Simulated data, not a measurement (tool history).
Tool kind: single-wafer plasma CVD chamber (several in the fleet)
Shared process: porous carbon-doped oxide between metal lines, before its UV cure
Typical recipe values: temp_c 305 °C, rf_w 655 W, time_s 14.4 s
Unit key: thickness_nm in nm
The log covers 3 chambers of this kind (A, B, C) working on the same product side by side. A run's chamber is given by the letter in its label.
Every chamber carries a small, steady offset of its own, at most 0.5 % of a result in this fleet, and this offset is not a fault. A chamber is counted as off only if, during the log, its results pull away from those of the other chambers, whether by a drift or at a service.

| run | hour | temp_c | rf_w | time_s | hours since the last thermocouple change | hours since the last RF generator calibration | read-back reference wafer on the same gauge, thickness_nm | thickness_nm |
|---|---|---|---|---|---|---|---|---|
| 1A | 11.7 | 305 | 655 | 14.4 | 44.3 | 123.3 | 78.461 | 93.232 |
| 2C | 20.5 | 305 | 655 | 14.4 | 830.0 | 165.5 | 78.658 | 92.489 |
| 3B | 27.8 | 305 | 655 | 14.4 | 697.8 | 1549.0 | 78.576 | 92.138 |
| 4C | 39.0 | 305 | 655 | 14.4 | 848.5 | 184.0 | 78.584 | 92.881 |
| 5B | 50.8 | 305 | 655 | 14.4 | 720.8 | 1572.0 | 78.571 | 92.964 |
| 6A | 56.6 | 305 | 655 | 14.4 | 89.2 | 168.2 | 78.486 | 93.864 |
| 7A | 66.1 | 305 | 655 | 14.4 | 98.7 | 177.7 | 78.567 | 92.291 |
| 8C | 75.8 | 305 | 655 | 14.4 | 885.3 | 220.8 | 78.544 | 92.452 |
| 9B | 85.6 | 305 | 655 | 14.4 | 755.6 | 1606.8 | 78.576 | 92.621 |
| 10C | 96.3 | 305 | 655 | 14.4 | 905.8 | 241.3 | 78.467 | 93.006 |
| 11A | 105.3 | 305 | 655 | 14.4 | 137.9 | 216.9 | 78.545 | 92.700 |
|  | 112.7 | chamber B: RF generator calibrated |
| 12B | 115.5 | 305 | 655 | 14.4 | 785.5 | 2.8 | 78.517 | 93.107 |
| 13C | 126.0 | 305 | 655 | 14.4 | 935.5 | 271.0 | 78.451 | 92.748 |
| 14B | 133.4 | 305 | 655 | 14.4 | 803.4 | 20.7 | 78.512 | 92.454 |
| 15A | 141.1 | 305 | 655 | 14.4 | 173.7 | 252.7 | 78.458 | 93.310 |
| 16B | 150.3 | 305 | 655 | 14.4 | 820.3 | 37.6 | 78.473 | 92.789 |
| 17C | 156.0 | 305 | 655 | 16.9 | 965.5 | 301.0 | 78.537 | 108.550 |
| 18A | 164.6 | 305 | 655 | 16.9 | 197.2 | 276.2 | 78.534 | 108.290 |
| 19C | 170.3 | 305 | 655 | 16.9 | 979.8 | 315.3 | 78.482 | 107.050 |
| 20A | 177.3 | 305 | 655 | 14.4 | 209.9 | 288.9 | 78.559 | 93.039 |
| 21B | 187.9 | 305 | 715 | 14.4 | 857.9 | 75.2 | 78.553 | 96.629 |
| 22C | 193.8 | 305 | 715 | 14.4 | 1003.3 | 338.8 | 78.497 | 97.612 |
| 23B | 199.4 | 305 | 715 | 14.4 | 869.4 | 86.7 | 78.417 | 97.205 |

All chambers now run identical settings, listed one chamber a line with results as question marks. What results will each chamber show?
| 24A | 208.1 | 305 | 655 | 14.4 |  |  |  | ? |
| 24B | 208.1 | 305 | 655 | 14.4 |  |  |  | ? |
| 24C | 208.1 | 305 | 655 | 14.4 |  |  |  | ? |

| run | thickness_nm |
|---|---|
| 24A | 94.282 |
| 24B | 92.864 |
| 24C | 92.864 |

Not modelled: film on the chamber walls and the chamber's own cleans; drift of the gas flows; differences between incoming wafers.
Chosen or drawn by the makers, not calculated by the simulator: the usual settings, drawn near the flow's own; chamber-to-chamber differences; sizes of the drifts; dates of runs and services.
